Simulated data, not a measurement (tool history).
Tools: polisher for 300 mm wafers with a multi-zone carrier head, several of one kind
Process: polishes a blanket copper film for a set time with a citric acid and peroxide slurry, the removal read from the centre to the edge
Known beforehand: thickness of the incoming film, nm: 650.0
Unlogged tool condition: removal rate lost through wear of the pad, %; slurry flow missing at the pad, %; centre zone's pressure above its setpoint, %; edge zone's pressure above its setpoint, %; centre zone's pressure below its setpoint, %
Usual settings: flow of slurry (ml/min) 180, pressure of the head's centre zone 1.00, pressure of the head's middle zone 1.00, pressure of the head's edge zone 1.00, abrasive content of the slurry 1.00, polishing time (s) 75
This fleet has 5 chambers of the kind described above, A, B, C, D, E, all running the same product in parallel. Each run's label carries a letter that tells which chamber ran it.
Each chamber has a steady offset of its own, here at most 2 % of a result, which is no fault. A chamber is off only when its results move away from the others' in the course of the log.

run   hour  flow of slurry (ml/min)  pressure of the head's centre zone  pressure of the head's middle zone  pressure of the head's edge zone  abrasive content of the slurry  polishing time (s)  wafers polished on this pad  hours since the slurry nozzle was cleaned  hours since the centre zone pressure was calibrated  hours since the edge zone pressure was calibrated  film removed at the wafer's centre (angstrom)  film removed at mid-radius (angstrom)  film removed at the wafer's edge (angstrom)
 1C    4.4                      180                                1.00                                1.00                              1.00                            1.00                  75                          485                                      378.0                                                753.7                                              622.7                                         2025.0                                 1985.8                                       2010.2
 2B    7.5                      180                                1.00                                1.00                              1.00                            1.00                  75                          975                                      234.8                                                262.1                                              562.5                                         2025.7                                 1939.4                                       2017.9
 3D   10.9                      180                                1.00                                1.00                              1.00                            1.00                  75                          663                                      120.4                                                741.0                                             1069.4                                         1987.8                                 2006.6                                       2032.6
 4A   14.7                      180                                1.00                                1.00                              1.00                            1.00                  75                          212                                      278.5                                                402.6                                              424.6                                         2021.1                                 1944.2                                       1970.9
      15.1  -- chamber B: worn pad replaced by a new one
 5E   18.5                      180                                1.00                                1.00                              1.00                            1.25                  75                          452                                      157.8                                                961.0                                               98.3                                         2065.5                                 2091.4                                       2049.3
 6A   23.4                      180                                1.00                                1.00                              1.00                            1.25                  75                          304                                      287.2                                                411.3                                              433.3                                         2102.2                                 2020.1                                       2079.4
 7C   28.1                      180                                1.00                                1.00                              1.00                            1.25                  75                          736                                      401.7                                                777.4                                              646.4                                         2115.0                                 2073.8                                       2123.0
 8B   33.1                      180                                1.00                                1.00                              1.00                            1.25                  75                          191                                      260.4                                                287.7                                              588.1                                         2059.2                                 2115.1                                       2040.4
 9D   37.9                      180                                1.00                                1.00                              1.00                            1.25                  75                          949                                      147.4                                                768.0                                             1096.4                                         2108.5                                 2103.0                                       2150.3
      41.5  -- chamber D: worn pad replaced by a new one
10E   43.2                      180                                1.00                                0.89                              0.96                            1.00                  75                          714                                      182.5                                                985.7                                              123.0                                         1944.2                                 1829.4                                       1964.6
11B   45.9                      180                                1.00                                0.89                              0.96                            1.00                  75                          327                                      273.2                                                300.5                                              600.9                                         1995.6                                 1784.7                                       1970.1
      46.5  -- chamber C: worn pad replaced by a new one
12E   49.3                      180                                1.00                                0.89                              0.96                            1.00                  75                          779                                      188.6                                                991.8                                              129.1                                         1966.1                                 1795.6                                       1938.4
13D   54.2                      180                                1.00                                0.89                              0.96                            1.00                  75                          135                                      163.7                                                784.3                                             1112.7                                         1958.2                                 1802.5                                       1951.6
14A   59.3                      180                                1.00                                0.89                              0.96                            1.00                  75                          685                                      323.1                                                447.2                                              469.2                                         2012.0                                 1776.2                                       1937.9
15C   62.5                      180                                1.00                                1.00                              1.00                            1.00                  75                          170                                      436.1                                                811.8                                              680.8                                         2012.0                                 1995.3                                       1987.9
      65.7  -- chamber A: worn pad replaced by a new one
16D   67.5                      180                                1.00                                1.00                              1.00                            1.00                  75                          276                                      177.0                                                797.6                                             1126.0                                         1995.1                                 2022.7                                       2011.8
17E   70.3                      210                                1.00                                1.00                              1.00                            1.00                  75                         1001                                      209.6                                               1012.8                                              150.1                                         1955.0                                 2067.2                                       1963.4
18A   72.8                      210                                1.00                                1.00                              1.00                            1.00                  75                           76                                      336.6                                                460.7                                              482.7                                         2057.7                                 2049.6                                       2011.2
19C   76.6                      210                                1.00                                1.00                              1.00                            1.00                  75                          319                                      450.2                                                825.9                                              694.9                                         2096.0                                 2035.8                                       2039.4
20B   79.3                      210                                1.00                                1.00                              1.00                            1.00                  75                          681                                      306.6                                                333.9                                              634.3                                         2061.3                                 2028.3                                       2013.5
      81.8  -- chamber E: worn pad replaced by a new one
21D   84.5                      210                                1.00                                1.00                              1.00                            1.00                  75                          457                                      194.0                                                814.6                                             1143.0                                         2045.8                                 2072.6                                       2036.8
22B   87.3                      180                                1.00                                1.00                              1.00                            1.00                  75                          766                                      314.6                                                341.9                                              642.3                                         1972.4                                 1998.0                                       1980.1
23E   91.2                      180                                1.00                                1.00                              1.00                            1.00                  75                          100                                      230.5                                               1033.7                                              171.0                                         1851.9                                 1955.7                                       2001.8
24A   96.4                      180                                1.00                                1.00                              1.00                            1.00                  75                          326                                      360.2                                                484.3                                              506.3                                         1997.7                                 1995.9                                       1982.1
25C  100.2                      180                                1.00                                1.00                              1.00                            1.00                  75                          570                                      473.8                                                849.5                                              718.5                                         1989.1                                 1985.8                                       2011.9
26D  103.1                      180                                1.00                                1.00                              1.00                            1.00                  75                          654                                      212.6                                                833.2                                             1161.6                                         2014.9                                 2004.4                                       2010.5
27A  107.6                      180                                1.00                                1.00                              1.00                            1.00                  75                          445                                      371.4                                                495.5                                              517.5                                         2003.4                                 1938.9                                       1976.4
28B  112.9                      180                                1.00                                1.00                              1.00                            1.00                  75                         1038                                      340.2                                                367.5                                              667.9                                         2003.7                                 1987.4                                       1985.3
29C  116.9                      180                                1.00                                1.00                              1.00                            1.00                  75                          747                                      490.5                                                866.2                                              735.2                                         1992.9                                 1977.9                                       1975.4
30E  119.4                      180                                1.00                                1.00                              1.00                            1.00                  75                          400                                      258.7                                               1061.9                                              199.2                                         1803.6                                 1964.3                                       1984.2
31E  122.7                      180                                1.09                                1.00                              1.09                            1.00                  75                          435                                      262.0                                               1065.2                                              202.5                                         1987.1                                 1991.3                                       2095.4
32B  126.4                      180                                1.09                                1.00                              1.09                            1.00                  75                         1181                                      353.7                                                381.0                                              681.4                                         2210.0                                 1988.4                                       2080.1
     129.8  -- chamber D: worn pad replaced by a new one
33A  131.0                      180                                1.09                                1.00                              1.09                            1.00                  75                          694                                      394.8                                                518.9                                              540.9                                         2169.7                                 1968.9                                       2129.3
     133.1  -- chamber B: worn pad replaced by a new one
34C  135.0                      180                                1.09                                1.00                              1.09                            1.00                  75                          939                                      508.6                                                884.3                                              753.3                                         2206.0                                 1980.1                                       2089.9
35D  139.4                      180                                1.09                                1.00                              1.09                            1.00                  75                          102                                      248.9                                                869.5                                             1197.9                                         2149.0                                 2015.3                                       2094.2
36B  142.7                      180                                1.00                                1.00                              1.00                            0.80                  75                          102                                      370.0                                                397.3                                              697.7                                         1928.6                                 1912.1                                       1920.0
     145.9  -- chamber D: edge zone pressure recalibrated
37C  146.2                      180                                1.00                                1.00                              1.00                            0.80                  75                         1058                                      519.8                                                895.5                                              764.5                                         1920.9                                 1858.0                                       1924.6
38D  149.6                      180                                1.00                                1.00                              1.00                            0.80                  75                          210                                      259.1                                                879.7                                                3.7                                         1907.2                                 1924.1                                       1949.0

Read the log: is a single chamber off, either drifting away or since a service, is the gauge that measures every chamber drifting, or is nothing wrong beyond small per-chamber offsets? Name any odd chamber and what most likely caused it.

Little by little, chamber E moves away from the other chambers.
Most likely cause: centre zone's pressure below its setpoint, % = 10.6.

Chamber E could run next with any of the 4 candidate recipes listed below; each alters the usual settings, and their results appear as question marks. Which one brings its results back in line with what the other chambers deliver on the usual settings?
To be in line, a result may differ from the other chambers' mean on the usual settings by at most: film removed at the wafer's centre (angstrom) 65.0; film removed at mid-radius (angstrom) 89.0; film removed at the wafer's edge (angstrom) 88.0
39E-1  153.4                      185                                1.06                                0.98                              0.99                            1.00                  76                                                                                                                                                                                                                              ?                                      ?                                            ?
39E-2  153.4                      190                                1.10                                0.97                              0.97                            1.00                  77                                                                                                                                                                                                                              ?                                      ?                                            ?
39E-3  153.4                      175                                0.94                                1.02                              1.01                            1.00                  74                                                                                                                                                                                                                              ?                                      ?                                            ?
39E-4  153.4                      170                                0.90                                1.03                              1.03                            1.00                  73                                                                                                                                                                                                                              ?                                      ?                                            ?

Mean of the other chambers on the usual settings: film removed at the wafer's centre (angstrom) 2006.1; film removed at mid-radius (angstrom) 1988.8; film removed at the wafer's edge (angstrom) 2002.6
  run  film removed at the wafer's centre (angstrom)  film removed at mid-radius (angstrom)  film removed at the wafer's edge (angstrom)
39E-1                                         1879.9                                 1990.9                                       2000.1
39E-2                                         1994.0                                 2006.5                                       2011.8
39E-3                                         1583.6                                 1993.3                                       1953.3
39E-4                                         1478.8                                 1974.4                                       1939.4
With 39E-2, the chamber falls back in line with the rest.
